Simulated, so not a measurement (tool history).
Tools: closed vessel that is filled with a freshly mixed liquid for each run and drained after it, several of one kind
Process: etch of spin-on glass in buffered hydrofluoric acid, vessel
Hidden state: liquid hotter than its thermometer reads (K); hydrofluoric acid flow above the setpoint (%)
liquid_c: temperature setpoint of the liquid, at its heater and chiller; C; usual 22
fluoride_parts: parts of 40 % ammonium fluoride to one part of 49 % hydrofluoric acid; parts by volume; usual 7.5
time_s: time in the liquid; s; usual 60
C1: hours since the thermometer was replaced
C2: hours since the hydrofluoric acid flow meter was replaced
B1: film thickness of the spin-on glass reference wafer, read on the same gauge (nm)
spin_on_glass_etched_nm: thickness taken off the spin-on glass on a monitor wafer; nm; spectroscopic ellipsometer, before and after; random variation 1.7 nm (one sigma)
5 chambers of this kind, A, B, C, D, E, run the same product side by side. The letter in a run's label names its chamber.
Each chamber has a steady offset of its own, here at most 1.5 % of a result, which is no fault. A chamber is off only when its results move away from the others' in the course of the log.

Run 1A, hour 10.8: usual settings; C1 634.8; C2 673; B1 79.993. Result: spin_on_glass_etched_nm 222.46 nm.
Run 2D, hour 23.4: usual settings; C1 1472.4; C2 996.3; B1 79.987. Result: spin_on_glass_etched_nm 224.62 nm.
Run 3C, hour 34.3: usual settings; C1 654.2; C2 431.1; B1 79.961. Result: spin_on_glass_etched_nm 220.34 nm.
At hour 36.2: chamber D: hydrofluoric acid flow meter replaced.
Run 4B, hour 45.9: usual settings; C1 107.6; C2 1389.4; B1 79.993. Result: spin_on_glass_etched_nm 220.39 nm.
Run 5E, hour 56.1: usual settings; C1 959.9; C2 572.4; B1 79.986. Result: spin_on_glass_etched_nm 224.23 nm.
Run 6B, hour 63.2: usual settings; C1 124.9; C2 1406.7; B1 80.001. Result: spin_on_glass_etched_nm 221 nm.
Run 7D, hour 75.8: usual settings; C1 1524.8; C2 39.7; B1 80.029. Result: spin_on_glass_etched_nm 223.73 nm.
At hour 78.1: chamber E: hydrofluoric acid flow meter replaced.
Run 8E, hour 87.4: usual settings; C1 991.2; C2 9.3; B1 80.037. Result: spin_on_glass_etched_nm 222.22 nm.
Run 9A, hour 97.1: usual settings; C1 721.1; C2 759.3; B1 79.974. Result: spin_on_glass_etched_nm 224.29 nm.
Run 10C, hour 107.3: usual settings; C1 727.2; C2 504.1; B1 79.984. Result: spin_on_glass_etched_nm 224.52 nm.
Run 11C, hour 119.5: usual settings; C1 739.4; C2 516.3; B1 80.016. Result: spin_on_glass_etched_nm 225.96 nm.
Run 12A, hour 131.9: usual settings; C1 755.9; C2 794.1; B1 79.983. Result: spin_on_glass_etched_nm 222.9 nm.
Run 13D, hour 140.2: usual settings; C1 1589.2; C2 104.1; B1 80.018. Result: spin_on_glass_etched_nm 224.53 nm.
Run 14B, hour 150: usual settings; C1 211.7; C2 1493.5; B1 79.995. Result: spin_on_glass_etched_nm 220.7 nm.
Run 15E, hour 158: usual settings; C1 1061.8; C2 79.9; B1 79.999. Result: spin_on_glass_etched_nm 226.1 nm.
Run 16A, hour 167.9: usual settings; C1 791.9; C2 830.1; B1 79.976. Result: spin_on_glass_etched_nm 222.52 nm.
Run 17C, hour 174.2: usual settings; C1 794.1; C2 571; B1 79.978. Result: spin_on_glass_etched_nm 224.97 nm.
Run 18E, hour 184.6: usual settings; C1 1088.4; C2 106.5; B1 80.019. Result: spin_on_glass_etched_nm 223.71 nm.
Run 19B, hour 194.5: usual settings; C1 256.2; C2 1538; B1 79.994. Result: spin_on_glass_etched_nm 220.99 nm.
Run 20D, hour 205.7: usual settings; C1 1654.7; C2 169.6; B1 80.013. Result: spin_on_glass_etched_nm 225.14 nm.
Run 21B, hour 213.1: usual settings; C1 274.8; C2 1556.6; B1 80.005. Result: spin_on_glass_etched_nm 220.67 nm.
Run 22E, hour 219.9: usual settings; C1 1123.7; C2 141.8; B1 80.029. Result: spin_on_glass_etched_nm 225.67 nm.
Run 23D, hour 226.9: usual settings; C1 1675.9; C2 190.8; B1 80.01. Result: spin_on_glass_etched_nm 222.17 nm.
Run 24A, hour 236.6: usual settings; C1 860.6; C2 898.8; B1 79.996. Result: spin_on_glass_etched_nm 222.37 nm.
Run 25C, hour 246.7: usual settings; C1 866.6; C2 643.5; B1 79.998. Result: spin_on_glass_etched_nm 232.94 nm.
Run 26D, hour 258.9: usual settings but fluoride_parts 5.5 parts by volume; C1 1707.9; C2 222.8; B1 80.011. Result: spin_on_glass_etched_nm 295.29 nm.
Run 27C, hour 272.2: usual settings but fluoride_parts 5.5 parts by volume; C1 892.1; C2 669; B1 80.026. Result: spin_on_glass_etched_nm 306.41 nm.
Run 28B, hour 282.4: usual settings but fluoride_parts 5.5 parts by volume; C1 344.1; C2 1625.9; B1 79.997. Result: spin_on_glass_etched_nm 291.93 nm.
Run 29A, hour 288.9: usual settings but fluoride_parts 5.5 parts by volume; C1 912.9; C2 951.1; B1 80.017. Result: spin_on_glass_etched_nm 293.19 nm.
Run 30E, hour 296.8: usual settings but fluoride_parts 5.5 parts by volume; C1 1200.6; C2 218.7; B1 80.001. Result: spin_on_glass_etched_nm 295.84 nm.
Run 31E, hour 306.5: usual settings; C1 1210.3; C2 228.4; B1 79.985. Result: spin_on_glass_etched_nm 223.28 nm.
At hour 315.6: chamber A: hydrofluoric acid flow meter replaced.
Run 32B, hour 315.8: usual settings; C1 377.5; C2 1659.3; B1 80.006. Result: spin_on_glass_etched_nm 222.72 nm.
Run 33C, hour 328.6: usual settings but liquid_c 25.5 C, fluoride_parts 5 parts by volume; C1 948.5; C2 725.4; B1 79.999. Result: spin_on_glass_etched_nm 408.74 nm.
Run 34A, hour 338.4: usual settings but liquid_c 25.5 C, fluoride_parts 5 parts by volume; C1 962.4; C2 22.8; B1 79.994. Result: spin_on_glass_etched_nm 383.73 nm.
Run 35D, hour 350.9: usual settings but liquid_c 25.5 C, fluoride_parts 5 parts by volume; C1 1799.9; C2 314.8; B1 80.017. Result: spin_on_glass_etched_nm 391.82 nm.
Run 36D, hour 360.1: usual settings but liquid_c 25.5 C, fluoride_parts 5 parts by volume; C1 1809.1; C2 324; B1 80.017. Result: spin_on_glass_etched_nm 389.72 nm.
At hour 367.1: chamber B: hydrofluoric acid flow meter replaced.
Run 37C, hour 371: usual settings but liquid_c 25.5 C, fluoride_parts 5 parts by volume; C1 990.9; C2 767.8; B1 79.973. Result: spin_on_glass_etched_nm 419.39 nm.
Run 38A, hour 378.9: usual settings; C1 1002.9; C2 63.3; B1 80.012. Result: spin_on_glass_etched_nm 223.22 nm.
Run 39E, hour 386.4: usual settings; C1 1290.2; C2 308.3; B1 80.002. Result: spin_on_glass_etched_nm 223.59 nm.
Run 40B, hour 398.2: usual settings; C1 459.9; C2 31.1; B1 80.016. Result: spin_on_glass_etched_nm 217.92 nm.
At hour 402.1: chamber E: thermometer replaced.
Run 41E, hour 405.1: usual settings but liquid_c 24 C, fluoride_parts 6 parts by volume; C1 3; C2 327; B1 80.007. Result: spin_on_glass_etched_nm 309.78 nm.
Run 42B, hour 416.3: usual settings but liquid_c 24 C, fluoride_parts 6 parts by volume; C1 478; C2 49.2; B1 79.995. Result: spin_on_glass_etched_nm 305.83 nm.
Run 43D, hour 425.2: usual settings but liquid_c 24 C, fluoride_parts 6 parts by volume; C1 1874.2; C2 389.1; B1 80.02. Result: spin_on_glass_etched_nm 306.89 nm.
Run 44A, hour 431.3: usual settings but liquid_c 24 C, fluoride_parts 6 parts by volume; C1 1055.3; C2 115.7; B1 80.022. Result: spin_on_glass_etched_nm 304.24 nm.

Is one chamber off against the others, does the gauge drift, or is nothing wrong? If a chamber is off, say which, and what the likeliest cause is.

Chamber C drifts away from the others.
Cause: hydrofluoric acid flow above the setpoint (%) = 6.94.
The log may not tell that from: liquid hotter than its thermometer reads (K).

Here are 4 candidates for chamber C's next run, each the usual settings with a change, their results left as question marks. Which one brings its results back in line with what the others give on the usual settings?
In line means no further than this from the other chambers' mean on the usual settings: spin_on_glass_etched_nm 5.8 nm
Run 45C-1, hour 441.1: usual settings but liquid_c 21.5 C. Result: spin_on_glass_etched_nm ?.
Run 45C-2, hour 441.1: usual settings but time_s 55 s. Result: spin_on_glass_etched_nm ?.
Run 45C-3, hour 441.1: usual settings but liquid_c 22.5 C. Result: spin_on_glass_etched_nm ?.
Run 45C-4, hour 441.1: usual settings but time_s 65 s. Result: spin_on_glass_etched_nm ?.

The other chambers' mean on the usual settings: spin_on_glass_etched_nm 222.05 nm
  run  spin_on_glass_etched_nm
45C-1                   234.59
45C-2                   221.06
45C-3                   247.89
45C-4                   261.26
45C-2 brings the chamber back in line.

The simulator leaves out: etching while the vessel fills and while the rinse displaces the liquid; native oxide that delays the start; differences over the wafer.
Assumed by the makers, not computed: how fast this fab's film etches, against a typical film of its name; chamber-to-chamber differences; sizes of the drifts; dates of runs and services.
